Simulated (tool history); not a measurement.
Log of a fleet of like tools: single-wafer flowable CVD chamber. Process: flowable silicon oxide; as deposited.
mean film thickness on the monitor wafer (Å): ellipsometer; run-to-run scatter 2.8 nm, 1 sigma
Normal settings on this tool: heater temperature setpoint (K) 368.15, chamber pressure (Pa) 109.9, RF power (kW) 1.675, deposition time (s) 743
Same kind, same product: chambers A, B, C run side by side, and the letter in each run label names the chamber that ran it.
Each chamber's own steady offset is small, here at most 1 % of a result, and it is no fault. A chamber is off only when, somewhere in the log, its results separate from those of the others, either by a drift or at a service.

run   hour  heater temperature setpoint (K)  chamber pressure (Pa)  RF power (kW)  deposition time (s)  hours since the last thermocouple change  hours since the last RF generator calibration  hours since the last manometer calibration  read-back reference wafer on the same gauge, thickness_nm  mean film thickness on the monitor wafer (Å)
 1C    8.0                           368.15                  109.9          1.675                  743                                     182.2                                          722.6                                       313.2                                                     476.18                                        5280.4
 2A   11.6                           368.15                  109.9          1.675                  743                                     391.0                                          818.8                                       710.9                                                     475.88                                        5294.3
 3B   15.8                           368.15                  109.9          1.675                  743                                    1238.4                                         1384.7                                      1470.7                                                     475.84                                        5321.3
 4B   19.3                           368.15                  109.9          1.675                  743                                    1241.9                                         1388.2                                      1474.2                                                     475.58                                        5292.0
 5A   23.7                           368.15                  109.9          1.675                  743                                     403.1                                          830.9                                       723.0                                                     475.95                                        5335.5
 6C   31.6                           368.15                  109.9          1.675                  743                                     205.8                                          746.2                                       336.8                                                     476.01                                        5302.7
 7B   39.7                           368.15                  109.9          1.675                  743                                    1262.3                                         1408.6                                      1494.6                                                     476.03                                        5318.2
 8A   43.4                           368.15                  109.9          1.675                  743                                     422.8                                          850.6                                       742.7                                                     476.00                                        5279.0
 9C   50.6                           368.15                  109.9          1.675                  743                                     224.8                                          765.2                                       355.8                                                     476.15                                        5315.9
10C   55.9                           368.15                   86.7          1.555                  743                                     230.1                                          770.5                                       361.1                                                     475.31                                        3791.9
11A   60.7                           368.15                   86.7          1.555                  743                                     440.1                                          867.9                                       760.0                                                     476.05                                        3815.3
12B   68.0                           368.15                   86.7          1.555                  743                                    1290.6                                         1436.9                                      1522.9                                                     475.58                                        3757.1
13B   72.5                           368.15                  109.9          1.675                  743                                    1295.1                                         1441.4                                      1527.4                                                     475.76                                        5288.8
14C   79.5                           368.15                  109.9          1.675                  743                                     253.7                                          794.1                                       384.7                                                     476.37                                        5327.2
15A   83.6                           368.15                  109.9          1.520                  611                                     463.0                                          890.8                                       782.9                                                     476.56                                        4268.3
16A   88.0                           368.15                  109.9          1.520                  611                                     467.4                                          895.2                                       787.3                                                     475.79                                        4230.5
17C   92.1                           368.15                  109.9          1.520                  611                                     266.3                                          806.7                                       397.3                                                     475.99                                        4228.8
18B   96.3                           368.15                  109.9          1.675                  743                                    1318.9                                         1465.2                                      1551.2                                                     475.47                                        5331.0
19A  102.5                           368.15                  109.9          1.675                  743                                     481.9                                          909.7                                       801.8                                                     475.54                                        5307.6
20B  106.3                           381.15                  109.9          1.675                  743                                    1328.9                                         1475.2                                      1561.2                                                     476.08                                        3412.9
21C  113.2                           381.15                  109.9          1.675                  743                                     287.4                                          827.8                                       418.4                                                     476.18                                        3441.2
22A  118.0                           381.15                  109.9          1.675                  743                                     497.4                                          925.2                                       817.3                                                     475.64                                        3391.6
23B  122.3                           368.15                  109.9          1.675                  743                                    1344.9                                         1491.2                                      1577.2                                                     476.34                                        5314.8
24C  130.1                           368.15                  109.9          1.675                  743                                     304.3                                          844.7                                       435.3                                                     475.51                                        5268.4
25C  136.2                           368.15                  100.8          1.675                  743                                     310.4                                          850.8                                       441.4                                                     476.28                                        4684.4
26A  140.3                           368.15                  100.8          1.675                  743                                     519.7                                          947.5                                       839.6                                                     476.05                                        4676.0
27B  145.0                           368.15                  100.8          1.675                  743                                    1367.6                                         1513.9                                      1599.9                                                     476.09                                        4732.6
28C  148.9                           368.15                  109.9          1.675                  743                                     323.1                                          863.5                                       454.1                                                     476.29                                        5279.5
29B  157.0                           368.15                  109.9          1.675                  743                                    1379.6                                         1525.9                                      1611.9                                                     476.19                                        5328.1
30A  163.1                           368.15                  109.9          1.675                  682                                     542.5                                          970.3                                       862.4                                                     476.20                                        4724.9
31C  168.0                           368.15                  109.9          1.675                  682                                     342.2                                          882.6                                       473.2                                                     475.20                                        4874.8
32A  173.8                           368.15                  109.9          1.675                  682                                     553.2                                          981.0                                       873.1                                                     476.39                                        4722.9
33B  180.3                           368.15                  109.9          1.675                  743                                    1402.9                                         1549.2                                      1635.2                                                     475.77                                        5336.1
34B  186.3                           368.15                  109.9          1.675                  743                                    1408.9                                         1555.2                                      1641.2                                                     476.55                                        5350.2
35A  191.3                           368.15                  109.9          1.675                  743                                     570.7                                          998.5                                       890.6                                                     475.50                                        5062.6
36C  198.6                           368.15                  109.9          1.675                  743                                     372.8                                          913.2                                       503.8                                                     475.71                                        5283.9
37C  204.4                           368.15                   84.1          1.675                  616                                     378.6                                          919.0                                       509.6                                                     475.62                                        3073.4
38B  212.1                           368.15                   84.1          1.675                  616                                    1434.7                                         1581.0                                      1667.0                                                     476.22                                        3046.7
39A  218.0                           368.15                   84.1          1.675                  616                                     597.4                                         1025.2                                       917.3                                                     475.13                                        2934.5
40C  222.1                           379.15                  109.9          1.675                  835                                     396.3                                          936.7                                       527.3                                                     475.63                                        4105.6

Predict what each chamber gives when all 3 of them run the settings below next.
41A  228.0                           368.15                  109.9          1.675                  743                                                                                                                                                                                                                                             ?
41B  228.0                           368.15                  109.9          1.675                  743                                                                                                                                                                                                                                             ?
41C  228.0                           368.15                  109.9          1.675                  743                                                                                                                                                                                                                                             ?

run  mean film thickness on the monitor wafer (Å)
41A                                        5003.4
41B                                        5324.9
41C                                        5289.1
